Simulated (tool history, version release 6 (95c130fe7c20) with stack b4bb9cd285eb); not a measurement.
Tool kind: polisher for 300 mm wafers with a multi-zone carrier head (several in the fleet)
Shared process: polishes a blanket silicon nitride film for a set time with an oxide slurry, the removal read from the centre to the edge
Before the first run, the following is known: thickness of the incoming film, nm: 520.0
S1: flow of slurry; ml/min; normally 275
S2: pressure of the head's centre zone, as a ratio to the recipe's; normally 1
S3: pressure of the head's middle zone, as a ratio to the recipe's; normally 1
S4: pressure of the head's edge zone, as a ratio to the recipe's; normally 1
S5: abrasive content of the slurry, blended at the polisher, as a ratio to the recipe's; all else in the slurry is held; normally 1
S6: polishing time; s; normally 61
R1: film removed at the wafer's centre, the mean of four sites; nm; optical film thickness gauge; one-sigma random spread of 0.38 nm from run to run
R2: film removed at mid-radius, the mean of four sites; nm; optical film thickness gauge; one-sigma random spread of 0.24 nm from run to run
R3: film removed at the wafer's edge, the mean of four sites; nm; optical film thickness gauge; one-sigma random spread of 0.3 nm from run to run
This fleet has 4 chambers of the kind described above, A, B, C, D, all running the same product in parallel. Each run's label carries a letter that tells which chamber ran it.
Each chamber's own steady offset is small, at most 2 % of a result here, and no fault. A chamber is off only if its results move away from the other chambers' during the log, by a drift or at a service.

run	hour	S1	S2	S3	S4	S5	S6	R1	R2	R3
1B	8.2	275	1	1	1	1	61	37.246	37.5	37.002
# hour 11.9: chamber A: worn pad replaced by a new one
# hour 12.4: chamber D: worn pad replaced by a new one
2D	14.2	275	1	1	1	1	61	37.202	37.271	36.856
# hour 18.4: chamber C: worn pad replaced by a new one
3C	20.7	275	1	1	1	1	61	36.457	37.485	37.411
4A	27.3	275	1	1	1	1	61	37.08	37.206	36.982
5C	36.8	275	1	1	1	1	61	36.906	37.085	37.854
6B	46.4	275	1	1	1	1	61	36.667	37.562	36.928
7D	52.7	275	1	1	1	1	61	37.582	37.312	37.384
# hour 59.4: chamber D: worn pad replaced by a new one
8A	62.2	275	1	1	0.91	1	61	37.385	37.108	35.062
# hour 64.1: chamber B: worn pad replaced by a new one
# hour 64.7: chamber C: worn pad replaced by a new one
9D	68.7	275	1	1	0.91	1	61	37.484	37.344	35.708
10A	76.6	275	1	1	0.91	1	61	37.779	37.045	35.187
# hour 82.6: chamber A: slurry nozzle cleaned
11B	83.7	275	1	1	0.91	1	61	36.967	37.411	35.007
# hour 85.2: chamber A: worn pad replaced by a new one
12C	93.2	275	1	1	1	1	61	36.915	37.108	37.509
# hour 93.6: chamber C: slurry nozzle cleaned
# hour 97.7: chamber D: slurry nozzle cleaned
# hour 98.9: chamber A: centre zone pressure recalibrated
13B	103.3	275	1	1	1	1	61	37.057	37.798	36.738
# hour 106.9: chamber D: worn pad replaced by a new one
14C	108.5	275	1	1	1	1	61	36.641	36.73	37.596
# hour 114.7: chamber C: worn pad replaced by a new one
15D	118.2	275	1	1	1	1	61	37.243	37.272	36.945
16A	124.6	275	1	1	1	1	61	32.657	37.367	36.987
17A	135.6	275	1	1	1	1	61	33.288	37.144	36.771
18C	143.9	355	1	1	1	0.7	61	31.416	32.031	32.364
19D	155	355	1	1	1	0.7	61	31.583	32.164	31.923
# hour 155.4: chamber D: worn pad replaced by a new one
# hour 159.1: chamber A: worn pad replaced by a new one
# hour 162: chamber B: worn pad replaced by a new one
20B	165.6	355	1	1	1	0.7	61	31.632	32.097	30.702
# hour 168.6: chamber C: worn pad replaced by a new one
21C	170.7	355	1	1	1	0.7	61	31.673	31.75	32.34
22B	178.9	275	1	1	1	1	61	36.964	37.149	36.431
23D	184.6	275	1	1	1	1	61	37.58	37.708	36.701
24A	193.4	275	1	1	1	1	61	33.029	37.282	36.699
25B	201.4	275	1	1	1	1	61	37.366	37.21	36.524
26C	209.8	275	1	1	1	1	61	37.123	37.345	37.528

Which is it: a chamber that has drifted or been left off by a service, a gauge drift common to all chambers, or only each chamber's usual small offset? If a chamber is off, name it and its likeliest cause.

A service left chamber A off against the others.
Most likely cause: centre zone's pressure below its setpoint, % = 10.

Chamber A could run next with any of the 4 candidate recipes listed below; each alters the usual settings, and their results appear as question marks. Which one brings its results back in line with what the other chambers deliver on the usual settings?
In-line tolerance around the mean of the other chambers on the usual settings: R1 1.3 nm; R2 0.85 nm; R3 1 nm
27A-1	217.8	265	0.86	1.02	1.05	1	60	?	?	?
27A-2	217.8	270	0.91	1.01	1.03	1	60	?	?	?
27A-3	217.8	280	1.09	0.99	0.97	1	62	?	?	?
27A-4	217.8	285	1.15	0.98	0.94	1	62	?	?	?

What the other chambers average on the usual settings: R1 37.053 nm; R2 37.273 nm; R3 37.036 nm
run	R1	R2	R3
27A-1	27.597	37.028	37.637
27A-2	29.437	36.756	37.313
27A-3	37.19	37.394	37.475
27A-4	39.483	37.101	36.927
With 27A-3, the chamber falls back in line with the rest.
